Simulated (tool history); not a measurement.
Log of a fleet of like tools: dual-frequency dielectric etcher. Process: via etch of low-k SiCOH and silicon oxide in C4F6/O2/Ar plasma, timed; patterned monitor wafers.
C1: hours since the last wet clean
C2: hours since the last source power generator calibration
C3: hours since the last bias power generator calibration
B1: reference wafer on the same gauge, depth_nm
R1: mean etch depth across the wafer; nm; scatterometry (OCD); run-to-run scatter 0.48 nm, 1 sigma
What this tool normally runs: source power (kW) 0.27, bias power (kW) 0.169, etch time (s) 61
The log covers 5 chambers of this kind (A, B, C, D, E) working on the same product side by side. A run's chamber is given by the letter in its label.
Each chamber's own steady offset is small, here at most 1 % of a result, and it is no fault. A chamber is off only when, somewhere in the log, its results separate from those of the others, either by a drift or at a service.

{"run": "1D", "day": 0.225, "source power (kW)": 0.27, "bias power (kW)": 0.169, "etch time (s)": 61, "C1": 460.6, "C2": 24.1, "C3": 2419.7, "B1": 159.08, "R1": 133.93}
{"run": "2E", "day": 0.533, "source power (kW)": 0.27, "bias power (kW)": 0.169, "etch time (s)": 61, "C1": 262.9, "C2": 3267.6, "C3": 1476.3, "B1": 159.04, "R1": 132.74}
{"run": "3B", "day": 0.983, "source power (kW)": 0.27, "bias power (kW)": 0.169, "etch time (s)": 61, "C1": 140.9, "C2": 824.3, "C3": 623.2, "B1": 158.97, "R1": 134.16}
{"run": "4A", "day": 1.367, "source power (kW)": 0.27, "bias power (kW)": 0.169, "etch time (s)": 61, "C1": 617.2, "C2": 2023.6, "C3": 2141.9, "B1": 158.93, "R1": 135.87}
{"run": "5C", "day": 1.654, "source power (kW)": 0.27, "bias power (kW)": 0.169, "etch time (s)": 61, "C1": 383.7, "C2": 2269.3, "C3": 2083.1, "B1": 158.97, "R1": 134.3}
{"run": "6B", "day": 2.033, "source power (kW)": 0.27, "bias power (kW)": 0.169, "etch time (s)": 61, "C1": 166.1, "C2": 849.5, "C3": 648.4, "B1": 159.03, "R1": 134.31}
{"day": 2.104, "done": "chamber C: bias power generator calibrated"}
{"day": 2.333, "done": "chamber A: wet clean of the chamber"}
{"run": "7A", "day": 2.408, "source power (kW)": 0.27, "bias power (kW)": 0.169, "etch time (s)": 61, "C1": 1.9, "C2": 2048.6, "C3": 2166.9, "B1": 159.07, "R1": 135.1}
{"run": "8D", "day": 2.792, "source power (kW)": 0.22, "bias power (kW)": 0.133, "etch time (s)": 61, "C1": 522.2, "C2": 85.7, "C3": 2481.3, "B1": 158.95, "R1": 115.3}
{"run": "9C", "day": 3.062, "source power (kW)": 0.22, "bias power (kW)": 0.133, "etch time (s)": 61, "C1": 417.5, "C2": 2303.1, "C3": 23, "B1": 159.01, "R1": 114.59}
{"day": 3.354, "done": "chamber D: wet clean of the chamber"}
{"run": "10E", "day": 3.412, "source power (kW)": 0.22, "bias power (kW)": 0.133, "etch time (s)": 61, "C1": 332, "C2": 3336.7, "C3": 1545.4, "B1": 158.8, "R1": 114.08}
{"run": "11C", "day": 3.671, "source power (kW)": 0.22, "bias power (kW)": 0.133, "etch time (s)": 61, "C1": 432.1, "C2": 2317.7, "C3": 37.6, "B1": 158.95, "R1": 115.14}
{"day": 3.675, "done": "chamber C: wet clean of the chamber"}
{"day": 3.804, "done": "chamber E: bias power generator calibrated"}
{"run": "12B", "day": 3.962, "source power (kW)": 0.22, "bias power (kW)": 0.133, "etch time (s)": 61, "C1": 212.4, "C2": 895.8, "C3": 694.7, "B1": 159.12, "R1": 114.91}
{"run": "13D", "day": 4.404, "source power (kW)": 0.27, "bias power (kW)": 0.185, "etch time (s)": 61, "C1": 25.3, "C2": 124.4, "C3": 2520, "B1": 159.01, "R1": 139.23}
{"run": "14A", "day": 4.788, "source power (kW)": 0.27, "bias power (kW)": 0.185, "etch time (s)": 61, "C1": 59, "C2": 2105.7, "C3": 2224, "B1": 159.1, "R1": 138.49}
{"run": "15E", "day": 5.038, "source power (kW)": 0.27, "bias power (kW)": 0.185, "etch time (s)": 61, "C1": 371, "C2": 3375.7, "C3": 29.6, "B1": 158.96, "R1": 137.08}
{"run": "16D", "day": 5.354, "source power (kW)": 0.27, "bias power (kW)": 0.185, "etch time (s)": 61, "C1": 48.1, "C2": 147.2, "C3": 2542.8, "B1": 159.12, "R1": 139.06}
{"run": "17C", "day": 5.65, "source power (kW)": 0.27, "bias power (kW)": 0.185, "etch time (s)": 61, "C1": 47.4, "C2": 2365.2, "C3": 85.1, "B1": 159.1, "R1": 133.79}
{"run": "18A", "day": 6.029, "source power (kW)": 0.21, "bias power (kW)": 0.169, "etch time (s)": 45, "C1": 88.8, "C2": 2135.5, "C3": 2253.8, "B1": 159.06, "R1": 90.588}
{"run": "19B", "day": 6.383, "source power (kW)": 0.21, "bias power (kW)": 0.169, "etch time (s)": 45, "C1": 270.5, "C2": 953.9, "C3": 752.8, "B1": 159.2, "R1": 89.716}
{"run": "20E", "day": 6.675, "source power (kW)": 0.21, "bias power (kW)": 0.169, "etch time (s)": 45, "C1": 410.3, "C2": 3415, "C3": 68.9, "B1": 158.87, "R1": 89.042}
{"run": "21C", "day": 7.004, "source power (kW)": 0.21, "bias power (kW)": 0.169, "etch time (s)": 45, "C1": 79.9, "C2": 2397.7, "C3": 117.6, "B1": 159.03, "R1": 86.802}
{"run": "22A", "day": 7.283, "source power (kW)": 0.21, "bias power (kW)": 0.169, "etch time (s)": 45, "C1": 118.9, "C2": 2165.6, "C3": 2283.9, "B1": 159.02, "R1": 90.287}
{"run": "23E", "day": 7.592, "source power (kW)": 0.27, "bias power (kW)": 0.169, "etch time (s)": 61, "C1": 432.3, "C2": 3437, "C3": 90.9, "B1": 158.97, "R1": 132.88}
{"run": "24D", "day": 7.9, "source power (kW)": 0.27, "bias power (kW)": 0.169, "etch time (s)": 61, "C1": 109.2, "C2": 208.3, "C3": 2603.9, "B1": 159.09, "R1": 133.69}
{"run": "25B", "day": 8.262, "source power (kW)": 0.27, "bias power (kW)": 0.169, "etch time (s)": 61, "C1": 315.6, "C2": 999, "C3": 797.9, "B1": 159.07, "R1": 135.18}
{"run": "26B", "day": 8.521, "source power (kW)": 0.27, "bias power (kW)": 0.169, "etch time (s)": 61, "C1": 321.8, "C2": 1005.2, "C3": 804.1, "B1": 158.83, "R1": 134.18}
{"run": "27A", "day": 8.829, "source power (kW)": 0.27, "bias power (kW)": 0.169, "etch time (s)": 61, "C1": 156, "C2": 2202.7, "C3": 2321, "B1": 159.1, "R1": 134.32}
{"day": 9.108, "done": "chamber E: wet clean of the chamber"}
{"run": "28D", "day": 9.162, "source power (kW)": 0.33, "bias power (kW)": 0.169, "etch time (s)": 61, "C1": 139.5, "C2": 238.6, "C3": 2634.2, "B1": 159.02, "R1": 145.09}
{"run": "29E", "day": 9.521, "source power (kW)": 0.33, "bias power (kW)": 0.169, "etch time (s)": 61, "C1": 9.9, "C2": 3483.3, "C3": 137.2, "B1": 159.02, "R1": 143.66}
{"run": "30C", "day": 9.833, "source power (kW)": 0.33, "bias power (kW)": 0.169, "etch time (s)": 61, "C1": 147.8, "C2": 2465.6, "C3": 185.5, "B1": 158.91, "R1": 139.98}
{"run": "31C", "day": 10.067, "source power (kW)": 0.33, "bias power (kW)": 0.169, "etch time (s)": 61, "C1": 153.4, "C2": 2471.2, "C3": 191.1, "B1": 159.04, "R1": 140.36}
{"run": "32D", "day": 10.317, "source power (kW)": 0.33, "bias power (kW)": 0.169, "etch time (s)": 61, "C1": 167.2, "C2": 266.3, "C3": 2661.9, "B1": 158.96, "R1": 145.5}
{"run": "33E", "day": 10.758, "source power (kW)": 0.27, "bias power (kW)": 0.169, "etch time (s)": 61, "C1": 39.6, "C2": 3513, "C3": 166.9, "B1": 158.96, "R1": 133.86}
{"run": "34B", "day": 10.971, "source power (kW)": 0.27, "bias power (kW)": 0.169, "etch time (s)": 61, "C1": 380.6, "C2": 1064, "C3": 862.9, "B1": 159.01, "R1": 133.68}
{"run": "35A", "day": 11.283, "source power (kW)": 0.27, "bias power (kW)": 0.169, "etch time (s)": 61, "C1": 214.9, "C2": 2261.6, "C3": 2379.9, "B1": 159.06, "R1": 134.38}
{"run": "36B", "day": 11.55, "source power (kW)": 0.27, "bias power (kW)": 0.169, "etch time (s)": 61, "C1": 394.5, "C2": 1077.9, "C3": 876.8, "B1": 159.04, "R1": 134.14}

One chamber off, gauge drift, or nothing amiss beyond the chambers' own small offsets? If it is a chamber, which one, and what is the likeliest cause?

After it was serviced, chamber C no longer matches the other chambers.
What lies behind it: etch rate under this chamber's usual, % = 3.6.

Chamber C could run next with any of the 4 candidate recipes listed below; each alters the usual settings, and their results appear as question marks. Which one brings its results back in line with what the other chambers deliver on the usual settings?
To be in line, a result may differ from the other chambers' mean on the usual settings by at most: R1 1.7 nm
{"run": "37C-1", "day": 11.875, "source power (kW)": 0.27, "bias power (kW)": 0.17, "etch time (s)": 63, "R1": "?"}
{"run": "37C-2", "day": 11.875, "source power (kW)": 0.27, "bias power (kW)": 0.169, "etch time (s)": 60.5, "R1": "?"}
{"run": "37C-3", "day": 11.875, "source power (kW)": 0.27, "bias power (kW)": 0.168, "etch time (s)": 59, "R1": "?"}
{"run": "37C-4", "day": 11.875, "source power (kW)": 0.27, "bias power (kW)": 0.169, "etch time (s)": 61.5, "R1": "?"}

Mean of the other chambers on the usual settings: R1 134.07 nm
run=37C-1 R1=134.18
run=37C-2 R1=128.62
run=37C-3 R1=125.19
run=37C-4 R1=130.74
The right change is 37C-1: it brings the chamber back within the allowed miss of the others.
